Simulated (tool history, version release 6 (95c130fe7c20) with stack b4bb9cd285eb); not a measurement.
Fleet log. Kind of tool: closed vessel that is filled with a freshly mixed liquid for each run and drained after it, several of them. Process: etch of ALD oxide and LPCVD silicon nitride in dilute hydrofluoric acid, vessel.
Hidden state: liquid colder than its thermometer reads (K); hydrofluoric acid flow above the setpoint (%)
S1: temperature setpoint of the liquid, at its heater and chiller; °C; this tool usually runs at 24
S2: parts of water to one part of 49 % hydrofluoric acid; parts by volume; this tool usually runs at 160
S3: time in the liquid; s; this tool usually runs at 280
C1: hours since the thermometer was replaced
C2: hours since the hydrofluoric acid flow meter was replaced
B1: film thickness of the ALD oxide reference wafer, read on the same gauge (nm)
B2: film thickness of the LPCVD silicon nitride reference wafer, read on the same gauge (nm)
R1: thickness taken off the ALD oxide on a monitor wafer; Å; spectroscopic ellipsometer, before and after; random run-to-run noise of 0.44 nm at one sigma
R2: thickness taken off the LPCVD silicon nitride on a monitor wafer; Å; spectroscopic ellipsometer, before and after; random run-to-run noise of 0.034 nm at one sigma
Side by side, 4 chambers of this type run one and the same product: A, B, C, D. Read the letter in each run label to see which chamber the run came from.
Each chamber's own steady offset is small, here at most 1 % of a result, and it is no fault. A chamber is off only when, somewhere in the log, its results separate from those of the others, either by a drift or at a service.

{"run": "1D", "hour": 11.6, "S1": 24, "S2": 160, "S3": 280, "C1": 822.3, "C2": 1674.6, "B1": 130, "B2": 109.98, "R1": 537.39, "R2": 8.6843}
{"run": "2C", "hour": 21.4, "S1": 24, "S2": 160, "S3": 280, "C1": 703.6, "C2": 605.7, "B1": 130, "B2": 110.03, "R1": 537.17, "R2": 8.3463}
{"run": "3B", "hour": 32.6, "S1": 24, "S2": 160, "S3": 280, "C1": 1076.2, "C2": 510.6, "B1": 130, "B2": 109.97, "R1": 532.41, "R2": 9.0673}
{"run": "4A", "hour": 42.7, "S1": 24, "S2": 160, "S3": 280, "C1": 1173.9, "C2": 186.7, "B1": 129.99, "B2": 109.99, "R1": 534.96, "R2": 8.7882}
{"run": "5B", "hour": 53.8, "S1": 24, "S2": 160, "S3": 280, "C1": 1097.4, "C2": 531.8, "B1": 130, "B2": 109.97, "R1": 537.92, "R2": 8.8768}
{"run": "6D", "hour": 61.6, "S1": 24, "S2": 160, "S3": 280, "C1": 872.3, "C2": 1724.6, "B1": 129.99, "B2": 109.97, "R1": 537.02, "R2": 8.4639}
{"hour": 65.7, "done": "chamber D: hydrofluoric acid flow meter replaced"}
{"run": "7C", "hour": 66.9, "S1": 24, "S2": 160, "S3": 280, "C1": 749.1, "C2": 651.2, "B1": 129.98, "B2": 110.02, "R1": 538.69, "R2": 8.5636}
{"run": "8A", "hour": 74.9, "S1": 24, "S2": 160, "S3": 280, "C1": 1206.1, "C2": 218.9, "B1": 130.01, "B2": 109.97, "R1": 534.14, "R2": 8.2779}
{"run": "9B", "hour": 84.4, "S1": 24, "S2": 160, "S3": 280, "C1": 1128, "C2": 562.4, "B1": 130.01, "B2": 110.03, "R1": 530.02, "R2": 8.2428}
{"run": "10C", "hour": 95.0, "S1": 24, "S2": 160, "S3": 280, "C1": 777.2, "C2": 679.3, "B1": 130.01, "B2": 110, "R1": 545.73, "R2": 8.5121}
{"run": "11A", "hour": 104.8, "S1": 24, "S2": 160, "S3": 280, "C1": 1236, "C2": 248.8, "B1": 130, "B2": 109.99, "R1": 532.64, "R2": 8.9121}
{"run": "12D", "hour": 115.0, "S1": 24, "S2": 160, "S3": 280, "C1": 925.7, "C2": 49.4, "B1": 130, "B2": 110.04, "R1": 529.79, "R2": 8.587}
{"run": "13C", "hour": 122.6, "S1": 24, "S2": 160, "S3": 280, "C1": 804.8, "C2": 706.9, "B1": 130, "B2": 109.94, "R1": 543.8, "R2": 8.9616}
{"run": "14B", "hour": 129.6, "S1": 24, "S2": 160, "S3": 280, "C1": 1173.2, "C2": 607.6, "B1": 130, "B2": 109.98, "R1": 534.68, "R2": 8.4074}
{"run": "15A", "hour": 139.8, "S1": 24, "S2": 160, "S3": 280, "C1": 1271, "C2": 283.8, "B1": 130.01, "B2": 109.98, "R1": 537.85, "R2": 8.3183}
{"run": "16D", "hour": 145.2, "S1": 24, "S2": 160, "S3": 280, "C1": 955.9, "C2": 79.6, "B1": 130, "B2": 110.02, "R1": 530.16, "R2": 8.794}
{"run": "17A", "hour": 151.1, "S1": 28, "S2": 160, "S3": 165, "C1": 1282.3, "C2": 295.1, "B1": 129.98, "B2": 110.02, "R1": 364.86, "R2": 7.0831}
{"run": "18D", "hour": 157.6, "S1": 28, "S2": 160, "S3": 165, "C1": 968.3, "C2": 92, "B1": 130.02, "B2": 110.01, "R1": 362.56, "R2": 6.3401}
{"run": "19B", "hour": 164.0, "S1": 28, "S2": 160, "S3": 165, "C1": 1207.6, "C2": 642, "B1": 130.02, "B2": 109.99, "R1": 371.74, "R2": 6.7362}
{"run": "20C", "hour": 171.8, "S1": 28, "S2": 160, "S3": 165, "C1": 854, "C2": 756.1, "B1": 130, "B2": 110, "R1": 376.85, "R2": 6.5946}
{"run": "21C", "hour": 177.9, "S1": 24, "S2": 160, "S3": 280, "C1": 860.1, "C2": 762.2, "B1": 130, "B2": 110.01, "R1": 559, "R2": 9.2045}
{"run": "22A", "hour": 185.5, "S1": 24, "S2": 160, "S3": 280, "C1": 1316.7, "C2": 329.5, "B1": 130.02, "B2": 110.04, "R1": 537.18, "R2": 8.0933}
{"run": "23D", "hour": 192.8, "S1": 26, "S2": 240, "S3": 280, "C1": 1003.5, "C2": 127.2, "B1": 129.97, "B2": 110.02, "R1": 344.81, "R2": 6.7255}
{"run": "24B", "hour": 198.7, "S1": 26, "S2": 240, "S3": 280, "C1": 1242.3, "C2": 676.7, "B1": 130, "B2": 110.05, "R1": 352.71, "R2": 6.4887}
{"run": "25D", "hour": 206.2, "S1": 26, "S2": 240, "S3": 280, "C1": 1016.9, "C2": 140.6, "B1": 130, "B2": 109.97, "R1": 350, "R2": 6.5668}
{"run": "26C", "hour": 212.4, "S1": 26, "S2": 240, "S3": 280, "C1": 894.6, "C2": 796.7, "B1": 129.97, "B2": 110, "R1": 369.4, "R2": 6.6473}
{"run": "27B", "hour": 223.2, "S1": 24, "S2": 160, "S3": 280, "C1": 1266.8, "C2": 701.2, "B1": 130, "B2": 110, "R1": 525.91, "R2": 8.707}

Is one chamber off against the others, does the gauge drift, or is nothing wrong? If a chamber is off, say which, and what the likeliest cause is.

Chamber C drifts away from the others.
Cause: hydrofluoric acid flow above the setpoint (%) = 6.97.

Here are 4 candidates for chamber C's next run, each the usual settings with a change, their results left as question marks. Which one brings its results back in line with what the others give on the usual settings?
Allowed miss from the other chambers' usual-settings mean, per result, to count as in line: R1 15 Å; R2 1.2 Å
{"run": "28C-1", "hour": 231.8, "S1": 24.5, "S2": 175, "S3": 265, "R1": "?", "R2": "?"}
{"run": "28C-2", "hour": 231.8, "S1": 24.5, "S2": 170, "S3": 275, "R1": "?", "R2": "?"}
{"run": "28C-3", "hour": 231.8, "S1": 23.5, "S2": 150, "S3": 285, "R1": "?", "R2": "?"}
{"run": "28C-4", "hour": 231.8, "S1": 23.5, "S2": 145, "S3": 295, "R1": "?", "R2": "?"}

Mean of the other chambers on the usual settings: R1 532.02 Å; R2 8.5942 Å
run=28C-1 R1=495.74 R2=8.0046
run=28C-2 R1=532.65 R2=8.5521
run=28C-3 R1=616.26 R2=9.4156
run=28C-4 R1=663.88 R2=10.083
With 28C-2, the chamber falls back in line with the rest.

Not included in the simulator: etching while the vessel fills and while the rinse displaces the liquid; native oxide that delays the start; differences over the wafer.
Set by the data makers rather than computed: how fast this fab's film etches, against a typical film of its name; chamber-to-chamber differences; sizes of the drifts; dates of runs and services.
